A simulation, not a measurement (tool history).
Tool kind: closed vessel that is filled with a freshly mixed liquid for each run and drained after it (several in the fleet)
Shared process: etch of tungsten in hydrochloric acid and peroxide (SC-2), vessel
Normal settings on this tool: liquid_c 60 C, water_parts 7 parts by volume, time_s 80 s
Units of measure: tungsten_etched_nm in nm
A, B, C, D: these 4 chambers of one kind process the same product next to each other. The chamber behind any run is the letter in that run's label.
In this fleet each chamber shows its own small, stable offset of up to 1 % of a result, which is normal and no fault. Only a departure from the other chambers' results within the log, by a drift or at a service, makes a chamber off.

run   hour  liquid_c  water_parts  time_s  hours since the thermometer was replaced  hours since the chemicals flow meter was replaced  hours since the drum of peroxide was connected  read-back film thickness of the tungsten reference wafer, read on the same gauge (nm)  tungsten_etched_nm
       1.5  -- chamber D: new drum of peroxide connected
 1A    6.1        60            7      80                                     540.9                                             1773.7                                           413.7                                                                                    100              49.297
 2C   17.5        60            7      80                                    1357.2                                             2031.6                                          1027.1                                                                                 100.02              49.508
 3D   27.2        60            7      80                                    1601.9                                                849                                            25.7                                                                                 99.993              48.509
      31.6  -- chamber A: new drum of peroxide connected
 4B   34.7        60            7      80                                     541.3                                              409.8                                          1108.2                                                                                 100.02              48.775
 5C   42.4        60            7      80                                    1382.1                                             2056.5                                            1052                                                                                 100.01              48.979
 6B   50.2      66.5            7     115                                     556.8                                              425.3                                          1123.7                                                                                 99.971              102.96
      55.8  -- chamber C: chemicals flow meter replaced
 7A   56.5      66.5            7     115                                     591.3                                             1824.1                                              25                                                                                 99.989              106.55
 8D   66.2      66.5            7     115                                    1640.9                                                888                                            64.7                                                                                 99.966              104.12
 9D   75.2      66.5            7     115                                    1649.9                                                897                                            73.7                                                                                 99.974              103.32
10A   81.2        60            5      80                                       616                                             1848.8                                            49.7                                                                                 99.983              63.579
11B   92.6        60            5      80                                     599.2                                              467.7                                          1166.1                                                                                 100.05              62.365
      98.5  -- chamber A: chemicals flow meter replaced
12C  101.7        60            5      80                                    1441.4                                               45.9                                          1111.3                                                                                    100              63.444
13B  107.3        60            5      80                                     613.9                                              482.4                                          1180.8                                                                                 99.967              62.685
14A  113.1        60            7      80                                     647.9                                               14.6                                            81.6                                                                                 99.957                49.6
15D  120.5        60            7      80                                    1695.2                                              942.3                                             119                                                                                 99.991              47.329
16C  127.4        60            7      80                                    1467.1                                               71.6                                            1137                                                                                 99.995              49.726
17D  138.9        60            7      80                                    1713.6                                              960.7                                           137.4                                                                                 99.996              46.466
18C  149.1        60            7      80                                    1488.8                                               93.3                                          1158.7                                                                                 99.976              49.206
19B  154.2        60            7      80                                     660.8                                              529.3                                          1227.7                                                                                    100              48.653
20A  164.5        60            7      80                                     699.3                                                 66                                             133                                                                                 99.995              49.267
21A  174.1        60            7      80                                     708.9                                               75.6                                           142.6                                                                                 100.01              48.636
22D  180.9        60            7      80                                    1755.6                                             1002.7                                           179.4                                                                                    100              45.697
23C    189        60            7      80                                    1528.7                                              133.2                                          1198.6                                                                                 100.01              49.599
24B  194.7        60            7      80                                     701.3                                              569.8                                          1268.2                                                                                    100              48.588
     196.5  -- chamber C: new drum of peroxide connected
25A  199.9        60          4.5      80                                     734.7                                              101.4                                           168.4                                                                                 99.991               68.75
26D  210.7        60          4.5      80                                    1785.4                                             1032.5                                           209.2                                                                                 99.974              62.397
27C    221        60          4.5      80                                    1560.7                                              165.2                                            24.5                                                                                 99.986              68.174
28B  232.2        60          4.5      80                                     738.8                                              607.3                                          1305.7                                                                                 99.992              67.665
29B  243.5        60            7      80                                     750.1                                              618.6                                            1317                                                                                 99.973              47.598

Next, all 4 chambers run the settings below, one line each with question marks for the results. What does each chamber give?
30A  251.8        60            7      50                                                                                                                                                                                                                                                       ?
30B  251.8        60            7      50                                                                                                                                                                                                                                                       ?
30C  251.8        60            7      50                                                                                                                                                                                                                                                       ?
30D  251.8        60            7      50                                                                                                                                                                                                                                                       ?

run  tungsten_etched_nm
30A              31.096
30B               30.18
30C              30.831
30D              26.993

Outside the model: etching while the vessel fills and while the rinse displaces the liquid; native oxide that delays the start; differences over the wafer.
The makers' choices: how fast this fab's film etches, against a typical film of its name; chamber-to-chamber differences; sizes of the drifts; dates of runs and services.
